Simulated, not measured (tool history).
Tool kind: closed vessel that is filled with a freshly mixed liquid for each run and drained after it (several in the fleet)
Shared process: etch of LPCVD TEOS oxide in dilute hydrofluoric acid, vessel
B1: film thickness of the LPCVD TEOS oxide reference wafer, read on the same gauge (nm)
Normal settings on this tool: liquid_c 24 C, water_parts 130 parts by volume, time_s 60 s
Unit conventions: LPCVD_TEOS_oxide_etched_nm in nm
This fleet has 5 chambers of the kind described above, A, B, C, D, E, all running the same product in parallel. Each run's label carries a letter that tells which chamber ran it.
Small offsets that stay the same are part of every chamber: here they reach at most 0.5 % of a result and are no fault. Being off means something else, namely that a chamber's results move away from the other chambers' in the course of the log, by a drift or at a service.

{"run": "1D", "hour": 6.4, "liquid_c": 24, "water_parts": 130, "time_s": 60, "B1": 100.03, "LPCVD_TEOS_oxide_etched_nm": 11.755}
{"run": "2E", "hour": 10.7, "liquid_c": 24, "water_parts": 130, "time_s": 60, "B1": 100.05, "LPCVD_TEOS_oxide_etched_nm": 11.803}
{"run": "3B", "hour": 15.1, "liquid_c": 24, "water_parts": 130, "time_s": 60, "B1": 99.992, "LPCVD_TEOS_oxide_etched_nm": 12.076}
{"run": "4C", "hour": 18.8, "liquid_c": 24, "water_parts": 130, "time_s": 60, "B1": 100.04, "LPCVD_TEOS_oxide_etched_nm": 11.932}
{"run": "5A", "hour": 24.2, "liquid_c": 24, "water_parts": 130, "time_s": 60, "B1": 100.0, "LPCVD_TEOS_oxide_etched_nm": 11.921}
{"run": "6D", "hour": 29.2, "liquid_c": 24, "water_parts": 130, "time_s": 60, "B1": 99.993, "LPCVD_TEOS_oxide_etched_nm": 12.097}
{"run": "7E", "hour": 35.8, "liquid_c": 24, "water_parts": 130, "time_s": 60, "B1": 99.969, "LPCVD_TEOS_oxide_etched_nm": 12.021}
{"run": "8B", "hour": 42.0, "liquid_c": 24, "water_parts": 130, "time_s": 60, "B1": 99.998, "LPCVD_TEOS_oxide_etched_nm": 11.824}
{"run": "9C", "hour": 48.5, "liquid_c": 24, "water_parts": 130, "time_s": 60, "B1": 99.969, "LPCVD_TEOS_oxide_etched_nm": 11.846}
{"run": "10A", "hour": 54.3, "liquid_c": 24, "water_parts": 130, "time_s": 60, "B1": 100.0, "LPCVD_TEOS_oxide_etched_nm": 11.707}
{"run": "11D", "hour": 60.4, "liquid_c": 24, "water_parts": 130, "time_s": 60, "B1": 99.968, "LPCVD_TEOS_oxide_etched_nm": 12.077}
{"run": "12A", "hour": 67.0, "liquid_c": 24, "water_parts": 130, "time_s": 60, "B1": 99.986, "LPCVD_TEOS_oxide_etched_nm": 11.795}
{"run": "13B", "hour": 73.5, "liquid_c": 24, "water_parts": 130, "time_s": 60, "B1": 99.986, "LPCVD_TEOS_oxide_etched_nm": 11.88}
{"run": "14E", "hour": 79.9, "liquid_c": 24, "water_parts": 130, "time_s": 70, "B1": 99.984, "LPCVD_TEOS_oxide_etched_nm": 13.809}
{"run": "15C", "hour": 83.5, "liquid_c": 24, "water_parts": 130, "time_s": 70, "B1": 99.997, "LPCVD_TEOS_oxide_etched_nm": 14.004}
{"run": "16C", "hour": 86.9, "liquid_c": 24, "water_parts": 130, "time_s": 70, "B1": 99.979, "LPCVD_TEOS_oxide_etched_nm": 13.976}
{"run": "17B", "hour": 90.1, "liquid_c": 24, "water_parts": 130, "time_s": 70, "B1": 100.0, "LPCVD_TEOS_oxide_etched_nm": 13.991}
{"run": "18A", "hour": 96.9, "liquid_c": 24, "water_parts": 130, "time_s": 70, "B1": 99.986, "LPCVD_TEOS_oxide_etched_nm": 13.769}
{"run": "19D", "hour": 100.3, "liquid_c": 24, "water_parts": 130, "time_s": 30, "B1": 100.01, "LPCVD_TEOS_oxide_etched_nm": 6.093}
{"run": "20E", "hour": 104.8, "liquid_c": 24, "water_parts": 130, "time_s": 30, "B1": 99.975, "LPCVD_TEOS_oxide_etched_nm": 5.8645}
{"run": "21E", "hour": 108.9, "liquid_c": 24, "water_parts": 130, "time_s": 30, "B1": 100.03, "LPCVD_TEOS_oxide_etched_nm": 5.892}
{"run": "22C", "hour": 114.2, "liquid_c": 24, "water_parts": 130, "time_s": 30, "B1": 99.982, "LPCVD_TEOS_oxide_etched_nm": 6.2496}
{"hour": 116.2, "done": "chamber D: hydrofluoric acid flow meter replaced"}
{"run": "23B", "hour": 120.5, "liquid_c": 24, "water_parts": 130, "time_s": 30, "B1": 100.03, "LPCVD_TEOS_oxide_etched_nm": 6.0159}
{"run": "24A", "hour": 126.5, "liquid_c": 24, "water_parts": 130, "time_s": 60, "B1": 100.02, "LPCVD_TEOS_oxide_etched_nm": 11.806}
{"run": "25D", "hour": 133.3, "liquid_c": 24, "water_parts": 130, "time_s": 30, "B1": 99.993, "LPCVD_TEOS_oxide_etched_nm": 6.0395}
{"run": "26B", "hour": 139.5, "liquid_c": 24, "water_parts": 130, "time_s": 30, "B1": 99.965, "LPCVD_TEOS_oxide_etched_nm": 5.9594}
{"run": "27D", "hour": 142.9, "liquid_c": 24, "water_parts": 130, "time_s": 30, "B1": 100.0, "LPCVD_TEOS_oxide_etched_nm": 5.959}
{"run": "28A", "hour": 149.3, "liquid_c": 24, "water_parts": 130, "time_s": 30, "B1": 100.03, "LPCVD_TEOS_oxide_etched_nm": 6.0695}
{"run": "29C", "hour": 152.9, "liquid_c": 24, "water_parts": 130, "time_s": 30, "B1": 100.01, "LPCVD_TEOS_oxide_etched_nm": 6.3629}
{"run": "30E", "hour": 157.0, "liquid_c": 24, "water_parts": 130, "time_s": 60, "B1": 100.03, "LPCVD_TEOS_oxide_etched_nm": 12.008}
{"run": "31B", "hour": 161.6, "liquid_c": 24, "water_parts": 130, "time_s": 60, "B1": 99.987, "LPCVD_TEOS_oxide_etched_nm": 11.919}
{"run": "32E", "hour": 166.1, "liquid_c": 24, "water_parts": 130, "time_s": 60, "B1": 100.01, "LPCVD_TEOS_oxide_etched_nm": 11.933}
{"run": "33A", "hour": 169.9, "liquid_c": 24, "water_parts": 130, "time_s": 60, "B1": 100.0, "LPCVD_TEOS_oxide_etched_nm": 11.883}
{"run": "34D", "hour": 176.7, "liquid_c": 24, "water_parts": 130, "time_s": 60, "B1": 99.978, "LPCVD_TEOS_oxide_etched_nm": 12.147}
{"run": "35C", "hour": 183.2, "liquid_c": 24, "water_parts": 130, "time_s": 60, "B1": 100.03, "LPCVD_TEOS_oxide_etched_nm": 12.964}
{"run": "36C", "hour": 186.1, "liquid_c": 24, "water_parts": 130, "time_s": 60, "B1": 100.02, "LPCVD_TEOS_oxide_etched_nm": 12.827}
{"run": "37E", "hour": 192.2, "liquid_c": 24, "water_parts": 130, "time_s": 60, "B1": 100.02, "LPCVD_TEOS_oxide_etched_nm": 11.654}
{"run": "38B", "hour": 196.4, "liquid_c": 24, "water_parts": 130, "time_s": 60, "B1": 99.977, "LPCVD_TEOS_oxide_etched_nm": 11.884}

Is one chamber out of step, is the gauge drifting, or do the chambers differ by no more than their own small offsets? For an off chamber, give its letter and the likeliest cause.

It is chamber C that slowly wanders off from its peers.
Cause: hydrofluoric acid flow above the setpoint (%) = 8.66.
It could be hard to tell apart here from: liquid hotter than its thermometer reads (K).

Below are 4 candidate recipes for chamber C's next run, each the usual settings with a change, their results shown as question marks. Which of them brings C's results back in line with what the other chambers give on the usual settings?
In line here means within this much of the mean the other chambers give on the usual settings: LPCVD_TEOS_oxide_etched_nm 0.4000 nm
{"run": "39C-1", "hour": 201.3, "liquid_c": 24.0, "water_parts": 130, "time_s": 50, "LPCVD_TEOS_oxide_etched_nm": "?"}
{"run": "39C-2", "hour": 201.3, "liquid_c": 24.0, "water_parts": 130, "time_s": 65, "LPCVD_TEOS_oxide_etched_nm": "?"}
{"run": "39C-3", "hour": 201.3, "liquid_c": 23.5, "water_parts": 140, "time_s": 60, "LPCVD_TEOS_oxide_etched_nm": "?"}
{"run": "39C-4", "hour": 201.3, "liquid_c": 24.5, "water_parts": 120, "time_s": 65, "LPCVD_TEOS_oxide_etched_nm": "?"}

Usual-settings mean across the other chambers: LPCVD_TEOS_oxide_etched_nm 11.9250 nm
run=39C-1 LPCVD_TEOS_oxide_etched_nm=10.9190
run=39C-2 LPCVD_TEOS_oxide_etched_nm=14.1950
run=39C-3 LPCVD_TEOS_oxide_etched_nm=11.8110
run=39C-4 LPCVD_TEOS_oxide_etched_nm=15.8450
The right change is 39C-3: it brings the chamber back within the allowed miss of the others.
